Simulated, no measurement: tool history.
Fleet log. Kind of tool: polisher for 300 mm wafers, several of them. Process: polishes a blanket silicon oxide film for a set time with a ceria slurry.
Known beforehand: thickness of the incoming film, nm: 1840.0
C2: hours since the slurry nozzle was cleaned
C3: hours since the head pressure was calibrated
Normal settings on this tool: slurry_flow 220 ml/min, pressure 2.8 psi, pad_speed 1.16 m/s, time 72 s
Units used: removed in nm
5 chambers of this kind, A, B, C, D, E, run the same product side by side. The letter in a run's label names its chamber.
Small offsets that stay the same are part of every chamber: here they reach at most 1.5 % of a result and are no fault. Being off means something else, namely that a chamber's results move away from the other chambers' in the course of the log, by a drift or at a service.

run 1B day=0.467 | slurry_flow=220 pressure=2.8 pad_speed=1.16 time=72 | wafers_polished_on_this_pad=264 C2=12.1 C3=817.7 | removed=361.41
run 2E day=0.871 | slurry_flow=220 pressure=2.8 pad_speed=1.16 time=72 | wafers_polished_on_this_pad=499 C2=22.8 C3=230.6 | removed=365.75
run 3A day=1.2 | slurry_flow=220 pressure=2.8 pad_speed=1.16 time=72 | wafers_polished_on_this_pad=607 C2=602.8 C3=38.1 | removed=359.95
-- day=1.242 chamber D: worn pad replaced by a new one
run 4C day=1.704 | slurry_flow=220 pressure=2.8 pad_speed=1.16 time=72 | wafers_polished_on_this_pad=669 C2=237 C3=364.3 | removed=366.15
run 5D day=2 | slurry_flow=220 pressure=2.8 pad_speed=1.16 time=72 | wafers_polished_on_this_pad=235 C2=608 C3=1473.3 | removed=365.14
run 6E day=2.325 | slurry_flow=260 pressure=2.8 pad_speed=1.16 time=72 | wafers_polished_on_this_pad=950 C2=57.7 C3=265.5 | removed=373.9
-- day=2.504 chamber E: worn pad replaced by a new one
run 7C day=2.592 | slurry_flow=260 pressure=2.8 pad_speed=1.16 time=72 | wafers_polished_on_this_pad=944 C2=258.3 C3=385.6 | removed=378.89
-- day=2.708 chamber B: worn pad replaced by a new one
-- day=2.733 chamber A: worn pad replaced by a new one
-- day=2.833 chamber C: worn pad replaced by a new one
run 8A day=3.004 | slurry_flow=260 pressure=2.8 pad_speed=1.16 time=72 | wafers_polished_on_this_pad=84 C2=646.1 C3=81.4 | removed=367.05
run 9D day=3.246 | slurry_flow=260 pressure=2.8 pad_speed=1.16 time=72 | wafers_polished_on_this_pad=622 C2=637.9 C3=1503.2 | removed=370.84
run 10B day=3.496 | slurry_flow=260 pressure=2.8 pad_speed=1.16 time=72 | wafers_polished_on_this_pad=244 C2=84.8 C3=890.4 | removed=375.95
run 11A day=3.8 | slurry_flow=220 pressure=2.8 pad_speed=1.16 time=72 | wafers_polished_on_this_pad=331 C2=665.2 C3=100.5 | removed=365.19
run 12D day=4.246 | slurry_flow=220 pressure=2.8 pad_speed=1.16 time=72 | wafers_polished_on_this_pad=932 C2=661.9 C3=1527.2 | removed=363.34
-- day=4.429 chamber B: head pressure recalibrated
-- day=4.508 chamber A: slurry nozzle cleaned
-- day=4.579 chamber D: head pressure recalibrated
run 13E day=4.738 | slurry_flow=220 pressure=2.8 pad_speed=1.16 time=72 | wafers_polished_on_this_pad=693 C2=115.6 C3=323.4 | removed=367.22
run 14C day=5.092 | slurry_flow=220 pressure=2.8 pad_speed=1.16 time=72 | wafers_polished_on_this_pad=700 C2=318.3 C3=445.6 | removed=369.72
run 15B day=5.5 | slurry_flow=220 pressure=2.8 pad_speed=1.16 time=72 | wafers_polished_on_this_pad=866 C2=132.9 C3=25.7 | removed=370.55
-- day=5.812 chamber E: worn pad replaced by a new one
run 16E day=5.812 | slurry_flow=220 pressure=2.8 pad_speed=1.16 time=72 | wafers_polished_on_this_pad=0 C2=141.4 C3=349.2 | removed=368.43
-- day=5.842 chamber B: worn pad replaced by a new one
-- day=5.858 chamber C: slurry nozzle cleaned
-- day=5.946 chamber D: worn pad replaced by a new one
run 17A day=6.046 | slurry_flow=220 pressure=2.8 pad_speed=1.16 time=72 | wafers_polished_on_this_pad=1027 C2=36.9 C3=154.4 | removed=375.7
run 18B day=6.438 | slurry_flow=220 pressure=2.4 pad_speed=1.5 time=72 | wafers_polished_on_this_pad=185 C2=155.4 C3=48.2 | removed=395.03
-- day=6.475 chamber C: worn pad replaced by a new one
-- day=6.579 chamber A: worn pad replaced by a new one
run 19D day=6.771 | slurry_flow=220 pressure=2.4 pad_speed=1.5 time=72 | wafers_polished_on_this_pad=257 C2=722.5 C3=52.7 | removed=356.69
-- day=7.042 chamber E: slurry nozzle cleaned
run 20C day=7.117 | slurry_flow=220 pressure=2.4 pad_speed=1.5 time=72 | wafers_polished_on_this_pad=200 C2=30.3 C3=494.2 | removed=404.86
run 21A day=7.558 | slurry_flow=220 pressure=2.4 pad_speed=1.5 time=72 | wafers_polished_on_this_pad=304 C2=73.2 C3=190.7 | removed=399.18
-- day=8 chamber D: slurry nozzle cleaned
run 22D day=8 | slurry_flow=220 pressure=2.4 pad_speed=1.5 time=72 | wafers_polished_on_this_pad=638 C2=0 C3=82.2 | removed=367.05
run 23E day=8.275 | slurry_flow=220 pressure=2.8 pad_speed=1.16 time=72 | wafers_polished_on_this_pad=764 C2=29.6 C3=408.3 | removed=364.84
run 24B day=8.638 | slurry_flow=220 pressure=2.8 pad_speed=1.16 time=72 | wafers_polished_on_this_pad=867 C2=208.2 C3=101 | removed=362.88
run 25C day=8.975 | slurry_flow=165 pressure=2.8 pad_speed=1.16 time=72 | wafers_polished_on_this_pad=776 C2=74.9 C3=538.8 | removed=353.95
-- day=9.138 chamber E: worn pad replaced by a new one
-- day=9.246 chamber B: worn pad replaced by a new one
run 26B day=9.304 | slurry_flow=165 pressure=2.8 pad_speed=1.16 time=72 | wafers_polished_on_this_pad=18 C2=224.2 C3=117 | removed=348.9
-- day=9.338 chamber C: worn pad replaced by a new one
run 27A day=9.738 | slurry_flow=165 pressure=2.8 pad_speed=1.16 time=72 | wafers_polished_on_this_pad=979 C2=125.5 C3=243 | removed=350.19
run 28D day=10.233 | slurry_flow=165 pressure=2.8 pad_speed=1.16 time=72 | wafers_polished_on_this_pad=1330 C2=53.6 C3=135.8 | removed=315.3
-- day=10.483 chamber A: worn pad replaced by a new one
run 29C day=10.525 | slurry_flow=165 pressure=2.8 pad_speed=1.16 time=72 | wafers_polished_on_this_pad=368 C2=112.1 C3=576 | removed=359.98
-- day=10.654 chamber D: worn pad replaced by a new one
run 30E day=10.804 | slurry_flow=220 pressure=2.8 pad_speed=1.16 time=72 | wafers_polished_on_this_pad=517 C2=90.3 C3=469 | removed=369.26
run 31B day=11.217 | slurry_flow=220 pressure=2.8 pad_speed=1.16 time=72 | wafers_polished_on_this_pad=612 C2=270.1 C3=162.9 | removed=362.14
run 32D day=11.504 | slurry_flow=265 pressure=2.8 pad_speed=1.16 time=61 | wafers_polished_on_this_pad=264 C2=84.1 C3=166.3 | removed=285.87
run 33C day=11.825 | slurry_flow=265 pressure=2.8 pad_speed=1.16 time=61 | wafers_polished_on_this_pad=771 C2=143.3 C3=607.2 | removed=312.54
run 34A day=12.112 | slurry_flow=265 pressure=2.8 pad_speed=1.16 time=61 | wafers_polished_on_this_pad=505 C2=182.5 C3=300 | removed=311.42
-- day=12.308 chamber E: head pressure recalibrated
run 35E day=12.442 | slurry_flow=265 pressure=2.8 pad_speed=1.16 time=61 | wafers_polished_on_this_pad=1025 C2=129.6 C3=3.3 | removed=314.15
-- day=12.529 chamber C: worn pad replaced by a new one
run 36C day=12.742 | slurry_flow=265 pressure=2.8 pad_speed=1.16 time=61 | wafers_polished_on_this_pad=66 C2=165.3 C3=629.2 | removed=314.78

One chamber off, gauge drift, or nothing amiss beyond the chambers' own small offsets? If it is a chamber, which one, and what is the likeliest cause?

The work done on chamber D during a service left it standing apart from the others.
Most likely cause: head's pressure below its setpoint, % = 11.8.

Which of the 4 candidates below, each the usual settings with something changed and its results left as question marks, puts chamber D back in line with what the other chambers give on the usual settings?
Maximum distance from the other chambers' mean on the usual settings for a result to count as in line: removed 12 nm
run 37D-1 day=13.117 | slurry_flow=220 pressure=2.5 pad_speed=1.16 time=72 | removed=?
run 37D-2 day=13.117 | slurry_flow=220 pressure=2.8 pad_speed=1.3 time=72 | removed=?
run 37D-3 day=13.117 | slurry_flow=220 pressure=2.6 pad_speed=1.08 time=67 | removed=?
run 37D-4 day=13.117 | slurry_flow=220 pressure=3 pad_speed=1.26 time=78 | removed=?

On the usual settings, the other chambers give on average: removed 366.23 nm
run=37D-1 removed=290.79
run=37D-2 removed=365.64
run=37D-3 removed=261.74
run=37D-4 removed=411.21
Change 37D-2 lands the chamber within the allowed miss of the other chambers.
